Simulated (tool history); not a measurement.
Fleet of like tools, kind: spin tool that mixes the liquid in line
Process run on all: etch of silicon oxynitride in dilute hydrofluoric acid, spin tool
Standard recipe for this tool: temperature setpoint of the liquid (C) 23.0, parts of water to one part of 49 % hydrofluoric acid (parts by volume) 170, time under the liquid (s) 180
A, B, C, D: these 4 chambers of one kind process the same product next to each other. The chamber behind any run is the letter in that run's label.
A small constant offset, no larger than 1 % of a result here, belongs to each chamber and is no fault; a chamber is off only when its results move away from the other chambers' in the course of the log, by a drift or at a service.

run,hour,temperature setpoint of the liquid (C),parts of water to one part of 49 % hydrofluoric acid (parts by volume),time under the liquid (s),hours since the thermometer was replaced,hours since the hydrofluoric acid flow meter was replaced,"read-back film thickness of the silicon oxynitride reference wafer, read on the same gauge (nm)",thickness taken off the silicon oxynitride on a monitor wafer (Å)
1A,5.7,23.0,170,180,1650.9,509.6,119.98,16.7170
2C,12.9,23.0,170,180,167.1,1695.4,119.97,17.0000
3D,19.9,23.0,170,180,1600.7,189.1,120.02,16.8460
4B,25.9,23.0,170,180,728.5,557.5,120.01,16.9160
5C,33.1,23.0,170,180,187.3,1715.6,120.02,16.7420
6B,43.1,23.0,170,180,745.7,574.7,120.00,16.1320
7A,51.4,23.0,170,180,1696.6,555.3,120.01,16.8620
8D,56.1,23.0,170,180,1636.9,225.3,120.01,16.6800
9D,66.5,23.0,170,180,1647.3,235.7,119.97,16.6980
10A,76.9,23.0,170,180,1722.1,580.8,120.02,16.6300
11C,82.8,23.0,170,180,237.0,1765.3,120.00,17.1610
12B,91.0,23.0,170,180,793.6,622.6,119.98,16.0920
13A,100.9,23.0,170,180,1746.1,604.8,119.99,16.5100
14B,110.6,23.0,170,180,813.2,642.2,119.99,15.8980
15D,117.4,23.0,170,180,1698.2,286.6,119.98,16.6100
16C,124.6,20.0,170,180,278.8,1807.1,119.99,14.5650
17A,134.4,20.0,170,180,1779.6,638.3,120.01,14.3340
# hour 139.2: chamber C: hydrofluoric acid flow meter replaced
18D,144.7,20.0,170,180,1725.5,313.9,120.01,14.6130
19B,154.0,20.0,170,180,856.6,685.6,120.01,13.5860
20C,163.0,23.0,170,180,317.2,23.8,119.98,16.5740
21D,169.1,23.0,170,180,1749.9,338.3,119.96,16.9070
22A,175.4,23.0,170,180,1820.6,679.3,120.03,17.0600
23C,181.4,23.0,170,115,335.6,42.2,120.00,10.4680
24B,189.4,23.0,170,115,892.0,721.0,120.01,9.9803

All chambers now run identical settings, listed one chamber a line with results as question marks. What results will each chamber show?
25A,197.1,24.5,170,180,,,,?
25B,197.1,24.5,170,180,,,,?
25C,197.1,24.5,170,180,,,,?
25D,197.1,24.5,170,180,,,,?

run,thickness taken off the silicon oxynitride on a monitor wafer (Å)
25A,17.8880
25B,16.3170
25C,17.6950
25D,17.3730
